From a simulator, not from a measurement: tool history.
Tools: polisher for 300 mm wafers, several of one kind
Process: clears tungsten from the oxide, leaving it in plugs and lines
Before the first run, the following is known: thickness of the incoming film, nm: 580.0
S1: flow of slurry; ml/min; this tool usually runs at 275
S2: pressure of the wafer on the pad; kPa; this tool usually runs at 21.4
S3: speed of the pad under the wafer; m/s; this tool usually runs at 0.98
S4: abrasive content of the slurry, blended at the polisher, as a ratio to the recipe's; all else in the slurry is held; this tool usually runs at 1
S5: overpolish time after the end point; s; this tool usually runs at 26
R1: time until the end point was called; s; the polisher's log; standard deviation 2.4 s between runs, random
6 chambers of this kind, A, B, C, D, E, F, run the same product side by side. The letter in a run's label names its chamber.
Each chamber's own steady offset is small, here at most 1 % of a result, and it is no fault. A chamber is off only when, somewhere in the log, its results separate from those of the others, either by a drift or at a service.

{"hour": 0.1, "done": "chamber A: worn pad replaced by a new one"}
{"run": "1E", "hour": 4.7, "S1": 275, "S2": 21.4, "S3": 0.98, "S4": 1, "S5": 26, "R1": 150.57}
{"hour": 6.5, "done": "chamber D: slurry tank refilled with fresh slurry and peroxide"}
{"hour": 8.2, "done": "chamber F: worn pad replaced by a new one"}
{"hour": 8.9, "done": "chamber C: slurry tank refilled with fresh slurry and peroxide"}
{"hour": 11.7, "done": "chamber A: slurry blender recalibrated"}
{"run": "2C", "hour": 12.4, "S1": 275, "S2": 21.4, "S3": 0.98, "S4": 1, "S5": 26, "R1": 151.15}
{"hour": 16.4, "done": "chamber E: worn pad replaced by a new one"}
{"run": "3D", "hour": 20.5, "S1": 275, "S2": 21.4, "S3": 0.98, "S4": 1, "S5": 26, "R1": 153.11}
{"hour": 26.1, "done": "chamber D: head pressure recalibrated"}
{"run": "4F", "hour": 29.9, "S1": 275, "S2": 21.4, "S3": 0.98, "S4": 1, "S5": 26, "R1": 148.04}
{"hour": 32.3, "done": "chamber D: slurry nozzle cleaned"}
{"hour": 36.5, "done": "chamber B: worn pad replaced by a new one"}
{"run": "5B", "hour": 38.1, "S1": 275, "S2": 21.4, "S3": 0.72, "S4": 0.8, "S5": 26, "R1": 221.63}
{"hour": 41.8, "done": "chamber C: worn pad replaced by a new one"}
{"run": "6A", "hour": 46.4, "S1": 275, "S2": 21.4, "S3": 0.72, "S4": 0.8, "S5": 26, "R1": 219.75}
{"hour": 49.2, "done": "chamber B: slurry blender recalibrated"}
{"run": "7B", "hour": 51.8, "S1": 275, "S2": 21.4, "S3": 0.72, "S4": 0.8, "S5": 26, "R1": 219.24}
{"hour": 60.8, "done": "chamber F: slurry tank refilled with fresh slurry and peroxide"}
{"run": "8E", "hour": 61.7, "S1": 275, "S2": 21.4, "S3": 0.72, "S4": 0.8, "S5": 26, "R1": 219.93}
{"hour": 67.8, "done": "chamber D: slurry tank refilled with fresh slurry and peroxide"}
{"hour": 69.1, "done": "chamber B: slurry tank refilled with fresh slurry and peroxide"}
{"hour": 69.7, "done": "chamber E: slurry tank refilled with fresh slurry and peroxide"}
{"run": "9C", "hour": 70.3, "S1": 275, "S2": 21.4, "S3": 0.72, "S4": 0.8, "S5": 26, "R1": 217.2}
{"hour": 74.6, "done": "chamber A: worn pad replaced by a new one"}
{"run": "10F", "hour": 75.5, "S1": 275, "S2": 21.4, "S3": 0.72, "S4": 0.8, "S5": 26, "R1": 218.27}
{"hour": 75.6, "done": "chamber D: worn pad replaced by a new one"}
{"hour": 85.2, "done": "chamber A: slurry tank refilled with fresh slurry and peroxide"}
{"run": "11A", "hour": 85.7, "S1": 275, "S2": 21.4, "S3": 0.98, "S4": 1, "S5": 26, "R1": 150.46}
{"run": "12D", "hour": 94.5, "S1": 275, "S2": 21.4, "S3": 0.98, "S4": 1, "S5": 26, "R1": 151.87}
{"run": "13A", "hour": 101.3, "S1": 275, "S2": 21.4, "S3": 0.98, "S4": 1, "S5": 26, "R1": 151.72}
{"hour": 104.9, "done": "chamber C: slurry tank refilled with fresh slurry and peroxide"}
{"run": "14F", "hour": 107.2, "S1": 275, "S2": 21.4, "S3": 0.98, "S4": 1, "S5": 26, "R1": 153.05}
{"hour": 109.2, "done": "chamber E: worn pad replaced by a new one"}
{"hour": 110.5, "done": "chamber E: head pressure recalibrated"}
{"run": "15D", "hour": 116.3, "S1": 275, "S2": 21.4, "S3": 0.98, "S4": 1, "S5": 26, "R1": 148.17}
{"run": "16B", "hour": 121.3, "S1": 275, "S2": 21.4, "S3": 0.98, "S4": 1, "S5": 26, "R1": 148.89}
{"hour": 124.0, "done": "chamber D: slurry tank refilled with fresh slurry and peroxide"}
{"hour": 127.8, "done": "chamber C: worn pad replaced by a new one"}
{"run": "17C", "hour": 129.1, "S1": 275, "S2": 21.4, "S3": 0.74, "S4": 1, "S5": 26, "R1": 201.72}
{"run": "18E", "hour": 136.8, "S1": 275, "S2": 21.4, "S3": 0.74, "S4": 1, "S5": 26, "R1": 201.82}
{"hour": 138.7, "done": "chamber A: worn pad replaced by a new one"}
{"hour": 140.4, "done": "chamber B: slurry nozzle cleaned"}
{"run": "19D", "hour": 141.6, "S1": 275, "S2": 21.4, "S3": 0.74, "S4": 1, "S5": 26, "R1": 196.19}
{"hour": 145.1, "done": "chamber C: slurry blender recalibrated"}
{"hour": 145.6, "done": "chamber B: slurry tank refilled with fresh slurry and peroxide"}
{"hour": 148.1, "done": "chamber F: slurry tank refilled with fresh slurry and peroxide"}
{"run": "20B", "hour": 148.5, "S1": 275, "S2": 21.4, "S3": 0.74, "S4": 1, "S5": 26, "R1": 198.16}
{"hour": 152.8, "done": "chamber D: slurry blender recalibrated"}
{"hour": 152.9, "done": "chamber F: worn pad replaced by a new one"}
{"run": "21A", "hour": 155.3, "S1": 275, "S2": 21.4, "S3": 0.74, "S4": 1, "S5": 26, "R1": 198.36}
{"run": "22F", "hour": 162.5, "S1": 275, "S2": 21.4, "S3": 0.74, "S4": 1, "S5": 26, "R1": 202.52}
{"hour": 167.0, "done": "chamber C: head pressure recalibrated"}
{"run": "23C", "hour": 172.1, "S1": 275, "S2": 24.8, "S3": 0.98, "S4": 1, "S5": 26, "R1": 132.92}
{"hour": 172.4, "done": "chamber A: slurry nozzle cleaned"}
{"run": "24E", "hour": 177.8, "S1": 275, "S2": 24.8, "S3": 0.98, "S4": 1, "S5": 26, "R1": 137.36}
{"hour": 184.6, "done": "chamber B: worn pad replaced by a new one"}
{"run": "25B", "hour": 185.9, "S1": 275, "S2": 24.8, "S3": 0.98, "S4": 1, "S5": 26, "R1": 129.7}
{"hour": 193.2, "done": "chamber C: slurry tank refilled with fresh slurry and peroxide"}
{"hour": 194.1, "done": "chamber D: slurry tank refilled with fresh slurry and peroxide"}
{"run": "26A", "hour": 195.3, "S1": 275, "S2": 24.8, "S3": 0.98, "S4": 1, "S5": 26, "R1": 129.39}
{"hour": 199.1, "done": "chamber A: worn pad replaced by a new one"}
{"hour": 204.8, "done": "chamber D: worn pad replaced by a new one"}
{"run": "27F", "hour": 205.7, "S1": 275, "S2": 24.8, "S3": 0.98, "S4": 1, "S5": 26, "R1": 129.35}
{"hour": 207.5, "done": "chamber E: worn pad replaced by a new one"}
{"hour": 207.6, "done": "chamber E: slurry tank refilled with fresh slurry and peroxide"}
{"hour": 208.8, "done": "chamber C: worn pad replaced by a new one"}
{"run": "28D", "hour": 213.5, "S1": 275, "S2": 24.8, "S3": 0.98, "S4": 1, "S5": 26, "R1": 131.63}
{"hour": 219.8, "done": "chamber F: slurry tank refilled with fresh slurry and peroxide"}
{"run": "29C", "hour": 222.7, "S1": 275, "S2": 21.4, "S3": 0.98, "S4": 1, "S5": 26, "R1": 152.03}
{"run": "30E", "hour": 227.3, "S1": 190, "S2": 21.4, "S3": 0.74, "S4": 1, "S5": 26, "R1": 221.53}
{"hour": 228.4, "done": "chamber A: slurry tank refilled with fresh slurry and peroxide"}
{"run": "31D", "hour": 234.7, "S1": 190, "S2": 21.4, "S3": 0.74, "S4": 1, "S5": 26, "R1": 211.63}
{"hour": 236.2, "done": "chamber B: slurry tank refilled with fresh slurry and peroxide"}
{"run": "32F", "hour": 240.4, "S1": 190, "S2": 21.4, "S3": 0.74, "S4": 1, "S5": 26, "R1": 203.18}
{"run": "33A", "hour": 245.8, "S1": 190, "S2": 21.4, "S3": 0.74, "S4": 1, "S5": 26, "R1": 208.77}
{"hour": 249.7, "done": "chamber D: slurry tank refilled with fresh slurry and peroxide"}
{"run": "34E", "hour": 250.6, "S1": 190, "S2": 21.4, "S3": 0.74, "S4": 1, "S5": 26, "R1": 215.42}
{"run": "35C", "hour": 260.1, "S1": 190, "S2": 21.4, "S3": 0.74, "S4": 1, "S5": 26, "R1": 211.56}
{"run": "36B", "hour": 264.8, "S1": 275, "S2": 21.4, "S3": 0.98, "S4": 1, "S5": 26, "R1": 150.61}
{"hour": 270.4, "done": "chamber A: worn pad replaced by a new one"}
{"run": "37B", "hour": 272.9, "S1": 275, "S2": 21.4, "S3": 0.98, "S4": 1, "S5": 26, "R1": 150.79}
{"hour": 275.9, "done": "chamber C: slurry tank refilled with fresh slurry and peroxide"}
{"run": "38D", "hour": 278.0, "S1": 275, "S2": 21.4, "S3": 0.98, "S4": 1, "S5": 26, "R1": 153.6}
{"hour": 280.2, "done": "chamber F: worn pad replaced by a new one"}
{"run": "39C", "hour": 283.8, "S1": 275, "S2": 21.4, "S3": 0.98, "S4": 1, "S5": 26, "R1": 154.53}
{"run": "40A", "hour": 291.8, "S1": 275, "S2": 21.4, "S3": 1.12, "S4": 1.2, "S5": 26, "R1": 126.65}
{"hour": 295.9, "done": "chamber F: slurry tank refilled with fresh slurry and peroxide"}
{"run": "41E", "hour": 297.2, "S1": 275, "S2": 21.4, "S3": 1.12, "S4": 1.2, "S5": 26, "R1": 137.8}
{"run": "42F", "hour": 305.9, "S1": 275, "S2": 21.4, "S3": 1.12, "S4": 1.2, "S5": 26, "R1": 126.65}
{"run": "43A", "hour": 314.6, "S1": 275, "S2": 21.4, "S3": 1.12, "S4": 1.2, "S5": 26, "R1": 127.57}
{"hour": 317.8, "done": "chamber B: slurry tank refilled with fresh slurry and peroxide"}
{"run": "44B", "hour": 324.4, "S1": 275, "S2": 21.4, "S3": 1.12, "S4": 1.2, "S5": 26, "R1": 126.28}

Next, every chamber runs the same settings. What will each give?
{"run": "45A", "hour": 331.9, "S1": 275, "S2": 21.4, "S3": 0.98, "S4": 1, "S5": 26, "R1": "?"}
{"run": "45B", "hour": 331.9, "S1": 275, "S2": 21.4, "S3": 0.98, "S4": 1, "S5": 26, "R1": "?"}
{"run": "45C", "hour": 331.9, "S1": 275, "S2": 21.4, "S3": 0.98, "S4": 1, "S5": 26, "R1": "?"}
{"run": "45D", "hour": 331.9, "S1": 275, "S2": 21.4, "S3": 0.98, "S4": 1, "S5": 26, "R1": "?"}
{"run": "45E", "hour": 331.9, "S1": 275, "S2": 21.4, "S3": 0.98, "S4": 1, "S5": 26, "R1": "?"}
{"run": "45F", "hour": 331.9, "S1": 275, "S2": 21.4, "S3": 0.98, "S4": 1, "S5": 26, "R1": "?"}

run=45A R1=149.62
run=45B R1=150.35
run=45C R1=153.43
run=45D R1=148.05
run=45E R1=163.51
run=45F R1=151.85
